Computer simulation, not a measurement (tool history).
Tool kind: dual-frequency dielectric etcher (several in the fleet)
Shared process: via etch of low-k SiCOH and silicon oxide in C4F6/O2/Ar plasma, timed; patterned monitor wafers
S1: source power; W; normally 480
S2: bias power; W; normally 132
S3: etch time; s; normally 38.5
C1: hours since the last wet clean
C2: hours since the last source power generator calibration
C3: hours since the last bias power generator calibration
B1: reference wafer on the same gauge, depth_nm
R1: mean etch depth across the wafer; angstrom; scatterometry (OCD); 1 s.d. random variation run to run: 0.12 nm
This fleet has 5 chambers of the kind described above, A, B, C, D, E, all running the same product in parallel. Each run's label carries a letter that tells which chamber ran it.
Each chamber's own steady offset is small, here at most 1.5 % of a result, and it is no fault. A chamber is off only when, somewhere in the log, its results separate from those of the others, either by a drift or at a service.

| run | hour | S1 | S2 | S3 | C1 | C2 | C3 | B1 | R1 |
|---|---|---|---|---|---|---|---|---|---|
|  | 4.8 | chamber E: wet clean of the chamber |
| 1A | 11.2 | 480 | 132 | 38.5 | 70.4 | 1811.6 | 1144.8 | 73.011 | 898.65 |
| 2C | 26.3 | 480 | 132 | 38.5 | 104.2 | 2983.7 | 3621.1 | 73.027 | 886.65 |
| 3E | 36.7 | 480 | 132 | 38.5 | 32.0 | 2685.7 | 3897.6 | 73.030 | 883.37 |
| 4D | 46.7 | 480 | 132 | 38.5 | 142.4 | 139.8 | 1832.7 | 73.030 | 887.42 |
| 5B | 57.8 | 480 | 132 | 38.5 | 517.6 | 808.3 | 967.3 | 73.045 | 895.80 |
| 6D | 67.6 | 480 | 132 | 38.5 | 163.3 | 160.7 | 1853.6 | 73.026 | 886.36 |
|  | 76.2 | chamber B: wet clean of the chamber |
| 7B | 76.6 | 480 | 132 | 38.5 | 0.4 | 827.1 | 986.1 | 73.053 | 893.32 |
|  | 85.8 | chamber C: bias power generator calibrated |
| 8C | 88.0 | 480 | 132 | 38.5 | 165.9 | 3045.4 | 2.2 | 73.081 | 886.67 |
| 9E | 100.1 | 480 | 132 | 38.5 | 95.4 | 2749.1 | 3961.0 | 73.083 | 885.80 |
| 10A | 115.9 | 480 | 132 | 38.5 | 175.1 | 1916.3 | 1249.5 | 73.098 | 901.04 |
| 11E | 124.0 | 480 | 132 | 38.5 | 119.3 | 2773.0 | 3984.9 | 73.116 | 884.45 |
| 12D | 132.2 | 480 | 132 | 38.5 | 227.9 | 225.3 | 1918.2 | 73.133 | 887.08 |
| 13A | 143.2 | 480 | 132 | 38.5 | 202.4 | 1943.6 | 1276.8 | 73.120 | 901.11 |
| 14C | 154.1 | 480 | 132 | 38.5 | 232.0 | 3111.5 | 68.3 | 73.109 | 889.80 |
|  | 161.6 | chamber C: source power generator calibrated |
| 15B | 163.8 | 480 | 132 | 38.5 | 87.6 | 914.3 | 1073.3 | 73.101 | 893.90 |
| 16E | 173.5 | 480 | 132 | 38.5 | 168.8 | 2822.5 | 4034.4 | 73.132 | 887.37 |
| 17C | 186.0 | 480 | 132 | 38.5 | 263.9 | 24.4 | 100.2 | 73.181 | 888.49 |
| 18A | 199.9 | 480 | 132 | 38.5 | 259.1 | 2000.3 | 1333.5 | 73.175 | 902.64 |
| 19B | 212.6 | 480 | 132 | 38.5 | 136.4 | 963.1 | 1122.1 | 73.175 | 897.59 |
| 20D | 223.9 | 480 | 132 | 38.5 | 319.6 | 317.0 | 2009.9 | 73.163 | 888.52 |
| 21C | 231.6 | 480 | 132 | 38.5 | 309.5 | 70.0 | 145.8 | 73.184 | 890.46 |
| 22B | 246.7 | 480 | 111 | 34.0 | 170.5 | 997.2 | 1156.2 | 73.197 | 755.08 |
|  | 248.6 | chamber A: wet clean of the chamber |
| 23E | 260.3 | 480 | 111 | 34.0 | 255.6 | 2909.3 | 4121.2 | 73.220 | 743.60 |
| 24A | 273.9 | 480 | 111 | 34.0 | 25.4 | 2074.3 | 1407.5 | 73.221 | 759.45 |
| 25D | 287.4 | 480 | 111 | 34.0 | 383.1 | 380.5 | 2073.4 | 73.241 | 748.05 |
| 26E | 296.9 | 480 | 111 | 34.0 | 292.2 | 2945.9 | 4157.8 | 73.228 | 744.39 |
| 27A | 311.3 | 370 | 132 | 28.0 | 62.8 | 2111.7 | 1444.9 | 73.242 | 591.25 |
| 28C | 318.7 | 370 | 132 | 28.0 | 396.6 | 157.1 | 232.9 | 73.252 | 582.40 |
| 29B | 326.6 | 370 | 132 | 28.0 | 250.4 | 1077.1 | 1236.1 | 73.260 | 587.09 |
|  | 331.0 | chamber D: wet clean of the chamber |
|  | 336.2 | chamber C: wet clean of the chamber |
| 30D | 340.7 | 370 | 132 | 28.0 | 9.8 | 433.8 | 2126.7 | 73.296 | 584.50 |
| 31D | 353.6 | 370 | 132 | 28.0 | 22.7 | 446.7 | 2139.6 | 73.295 | 583.80 |
| 32C | 369.2 | 480 | 132 | 38.5 | 33.1 | 207.6 | 283.4 | 73.317 | 891.21 |
| 33A | 381.2 | 480 | 132 | 38.5 | 132.7 | 2181.6 | 1514.8 | 73.300 | 904.10 |
| 34B | 391.5 | 480 | 132 | 38.5 | 315.3 | 1142.0 | 1301.0 | 73.302 | 899.22 |
| 35E | 403.3 | 480 | 132 | 38.5 | 398.6 | 3052.3 | 4264.2 | 73.308 | 887.28 |
| 36B | 410.8 | 480 | 132 | 33.5 | 334.6 | 1161.3 | 1320.3 | 73.322 | 778.48 |
| 37C | 419.9 | 480 | 132 | 33.5 | 83.8 | 258.3 | 334.1 | 73.324 | 777.63 |
| 38E | 431.0 | 480 | 132 | 33.5 | 426.3 | 3080.0 | 4291.9 | 73.355 | 772.19 |
| 39A | 439.9 | 480 | 132 | 33.5 | 191.4 | 2240.3 | 1573.5 | 73.342 | 786.24 |
| 40D | 453.9 | 480 | 132 | 33.5 | 123.0 | 547.0 | 2239.9 | 73.366 | 777.84 |
| 41E | 465.3 | 480 | 132 | 38.5 | 460.6 | 3114.3 | 4326.2 | 73.353 | 887.96 |
| 42B | 472.7 | 480 | 132 | 38.5 | 396.5 | 1223.2 | 1382.2 | 73.386 | 900.57 |
| 43C | 487.5 | 600 | 112 | 38.5 | 151.4 | 325.9 | 401.7 | 73.406 | 930.04 |

Decide between three cases: one chamber stands off from its peers, the gauge reading all wafers drifts, or nothing is wrong past each chamber's small offset. Where a chamber is off, say which and what most likely put it there.

Gauge drift. The chambers move together only on paper, and none stands off.
What lies behind it: gauge reads high (%) = 0.546.

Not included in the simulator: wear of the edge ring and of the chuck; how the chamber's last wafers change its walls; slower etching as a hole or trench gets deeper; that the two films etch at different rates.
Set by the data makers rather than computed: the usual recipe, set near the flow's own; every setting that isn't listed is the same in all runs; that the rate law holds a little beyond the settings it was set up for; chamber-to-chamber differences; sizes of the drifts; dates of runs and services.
